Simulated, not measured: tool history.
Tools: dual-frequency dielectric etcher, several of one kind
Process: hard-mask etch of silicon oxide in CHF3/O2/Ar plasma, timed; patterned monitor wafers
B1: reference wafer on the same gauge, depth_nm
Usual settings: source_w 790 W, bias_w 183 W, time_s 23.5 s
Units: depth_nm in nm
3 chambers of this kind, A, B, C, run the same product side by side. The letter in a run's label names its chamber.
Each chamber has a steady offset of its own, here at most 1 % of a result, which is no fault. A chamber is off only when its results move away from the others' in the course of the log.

run 1A day=0.221 | source_w=790 bias_w=183 time_s=23.5 | B1=41.798 | depth_nm=52.274
run 2C day=0.454 | source_w=790 bias_w=183 time_s=23.5 | B1=41.804 | depth_nm=52.254
run 3B day=0.771 | source_w=790 bias_w=183 time_s=23.5 | B1=41.778 | depth_nm=51.549
run 4C day=0.921 | source_w=790 bias_w=183 time_s=23.5 | B1=41.759 | depth_nm=52.121
run 5A day=1.112 | source_w=790 bias_w=183 time_s=23.5 | B1=41.787 | depth_nm=52.234
run 6B day=1.433 | source_w=790 bias_w=183 time_s=23.5 | B1=41.748 | depth_nm=51.648
run 7A day=1.696 | source_w=790 bias_w=183 time_s=23.5 | B1=41.747 | depth_nm=52.047
run 8B day=2 | source_w=790 bias_w=183 time_s=23.5 | B1=41.738 | depth_nm=51.439
run 9C day=2.325 | source_w=790 bias_w=183 time_s=23.5 | B1=41.722 | depth_nm=52.05
run 10A day=2.488 | source_w=790 bias_w=183 time_s=23.5 | B1=41.726 | depth_nm=52.168
run 11B day=2.796 | source_w=790 bias_w=183 time_s=23.5 | B1=41.72 | depth_nm=51.532
run 12C day=3.012 | source_w=790 bias_w=183 time_s=23.5 | B1=41.727 | depth_nm=52.011
run 13B day=3.171 | source_w=790 bias_w=183 time_s=23.5 | B1=41.696 | depth_nm=51.356
run 14C day=3.329 | source_w=790 bias_w=223 time_s=23.5 | B1=41.708 | depth_nm=55.693
run 15A day=3.662 | source_w=790 bias_w=223 time_s=23.5 | B1=41.679 | depth_nm=55.645
run 16B day=3.942 | source_w=790 bias_w=223 time_s=23.5 | B1=41.664 | depth_nm=55.091
run 17C day=4.096 | source_w=860 bias_w=153 time_s=23.5 | B1=41.673 | depth_nm=50.784
run 18A day=4.417 | source_w=860 bias_w=153 time_s=23.5 | B1=41.672 | depth_nm=50.79
run 19B day=4.742 | source_w=860 bias_w=153 time_s=23.5 | B1=41.66 | depth_nm=50.029
run 20A day=5.042 | source_w=710 bias_w=183 time_s=29 | B1=41.632 | depth_nm=61.661
run 21C day=5.362 | source_w=710 bias_w=183 time_s=29 | B1=41.628 | depth_nm=61.498
run 22C day=5.592 | source_w=710 bias_w=183 time_s=29 | B1=41.642 | depth_nm=61.459
run 23A day=5.896 | source_w=790 bias_w=183 time_s=23.5 | B1=41.619 | depth_nm=52.027
run 24B day=6.217 | source_w=790 bias_w=183 time_s=23.5 | B1=41.605 | depth_nm=51.329
run 25B day=6.475 | source_w=790 bias_w=183 time_s=23.5 | B1=41.598 | depth_nm=51.332
run 26A day=6.725 | source_w=790 bias_w=183 time_s=23.5 | B1=41.601 | depth_nm=51.821
run 27C day=7.042 | source_w=790 bias_w=183 time_s=23.5 | B1=41.586 | depth_nm=51.945
run 28A day=7.371 | source_w=790 bias_w=183 time_s=23.5 | B1=41.588 | depth_nm=51.933
run 29C day=7.525 | source_w=790 bias_w=183 time_s=23.5 | B1=41.563 | depth_nm=51.771

All 3 chambers run these settings next. Forecast each chamber's results:
run 30A day=7.767 | source_w=930 bias_w=183 time_s=23.5 | depth_nm=?
run 30B day=7.767 | source_w=930 bias_w=183 time_s=23.5 | depth_nm=?
run 30C day=7.767 | source_w=930 bias_w=183 time_s=23.5 | depth_nm=?

run=30A depth_nm=55.399
run=30B depth_nm=54.47
run=30C depth_nm=55.212

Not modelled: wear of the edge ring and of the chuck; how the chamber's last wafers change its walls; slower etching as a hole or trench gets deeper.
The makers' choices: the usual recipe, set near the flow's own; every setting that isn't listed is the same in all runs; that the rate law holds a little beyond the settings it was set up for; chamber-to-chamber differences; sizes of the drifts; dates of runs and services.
